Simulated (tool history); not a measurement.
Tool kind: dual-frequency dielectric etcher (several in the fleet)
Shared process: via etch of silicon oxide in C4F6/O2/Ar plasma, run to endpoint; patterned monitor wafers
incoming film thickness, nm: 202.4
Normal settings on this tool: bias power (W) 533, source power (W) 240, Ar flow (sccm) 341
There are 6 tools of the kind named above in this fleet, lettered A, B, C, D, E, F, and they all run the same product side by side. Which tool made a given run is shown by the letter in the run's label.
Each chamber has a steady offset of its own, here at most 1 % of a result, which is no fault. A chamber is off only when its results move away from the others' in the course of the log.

run,hour,bias power (W),source power (W),Ar flow (sccm),hours since the last wet clean,hours since the last bias power generator calibration,hours since the last source power generator calibration,hours since the last Ar flow controller change,endpoint time (s)
1B,5.7,533,240,341,441.3,978.3,1411.7,1976.0,52.926
2E,11.2,533,240,341,378.0,151.8,119.0,63.9,53.313
3D,16.3,533,240,341,240.4,1250.7,213.0,3777.3,53.438
4C,22.0,533,240,341,288.1,1878.2,3586.3,1673.3,53.063
5F,25.8,533,240,341,28.9,3365.1,789.9,1108.7,52.708
6A,33.7,533,240,341,148.4,3154.6,941.7,1537.1,54.184
7B,40.6,533,270,341,476.2,1013.2,1446.6,2010.9,51.715
8D,47.8,533,270,341,271.9,1282.2,244.5,3808.8,51.353
9F,55.8,533,270,341,58.9,3395.1,819.9,1138.7,50.722
10A,59.3,533,270,341,174.0,3180.2,967.3,1562.7,51.261
11E,65.6,533,270,341,432.4,206.2,173.4,118.3,51.257
12C,69.9,533,270,341,336.0,1926.1,3634.2,1721.2,50.844
13E,78.0,533,240,341,444.8,218.6,185.8,130.7,53.208
14C,85.4,533,240,341,351.5,1941.6,3649.7,1736.7,53.438
15F,90.3,533,240,341,93.4,3429.6,854.4,1173.2,52.981
16D,94.7,533,240,341,318.8,1329.1,291.4,3855.7,54.382
17B,98.4,533,240,341,534.0,1071.0,1504.4,2068.7,53.732
18A,102.3,533,240,341,217.0,3223.2,1010.3,1605.7,53.373
19E,109.4,533,240,341,476.2,250.0,217.2,162.1,53.439
20A,114.5,533,240,341,229.2,3235.4,1022.5,1617.9,53.791
21D,122.1,533,240,276,346.2,1356.5,318.8,3883.1,52.285
22B,127.9,533,240,276,563.5,1100.5,1533.9,2098.2,52.159
23C,133.8,533,240,276,399.9,1990.0,3698.1,1785.1,51.949
24F,139.5,533,240,276,142.6,3478.8,903.6,1222.4,51.840
25C,146.9,533,240,276,413.0,2003.1,3711.2,1798.2,51.608
26E,152.8,533,240,276,519.6,293.4,260.6,205.5,52.224
27B,158.2,533,240,341,593.8,1130.8,1564.2,2128.5,54.332
28A,162.6,533,240,341,277.3,3283.5,1070.6,1666.0,53.151
29F,169.8,533,240,341,172.9,3509.1,933.9,1252.7,53.114
30D,174.9,533,270,285,399.0,1409.3,371.6,3935.9,50.611
# hour 176.5: chamber E: wet clean of the chamber
31E,182.7,533,270,285,6.2,323.3,290.5,235.4,49.972
32C,188.4,533,270,285,454.5,2044.6,3752.7,1839.7,49.308
33B,193.4,533,270,285,629.0,1166.0,1599.4,2163.7,50.068
34F,197.6,533,270,285,200.7,3536.9,961.7,1280.5,49.330
35A,202.6,533,270,285,317.3,3323.5,1110.6,1706.0,50.258
36D,208.2,533,240,341,432.3,1442.6,404.9,3969.2,54.068
37D,213.0,533,240,341,437.1,1447.4,409.7,3974.0,53.250
38B,219.8,533,240,341,655.4,1192.4,1625.8,2190.1,53.347
39C,225.2,533,240,341,491.3,2081.4,3789.5,1876.5,53.072
40F,232.4,533,240,341,235.5,3571.7,996.5,1315.3,53.019

All chambers now run identical settings, listed one chamber a line with results as question marks. What results will each chamber show?
41A,238.2,533,240,341,,,,,?
41B,238.2,533,240,341,,,,,?
41C,238.2,533,240,341,,,,,?
41D,238.2,533,240,341,,,,,?
41E,238.2,533,240,341,,,,,?
41F,238.2,533,240,341,,,,,?

run,endpoint time (s)
41A,53.217
41B,53.228
41C,52.688
41D,53.274
41E,53.477
41F,52.030
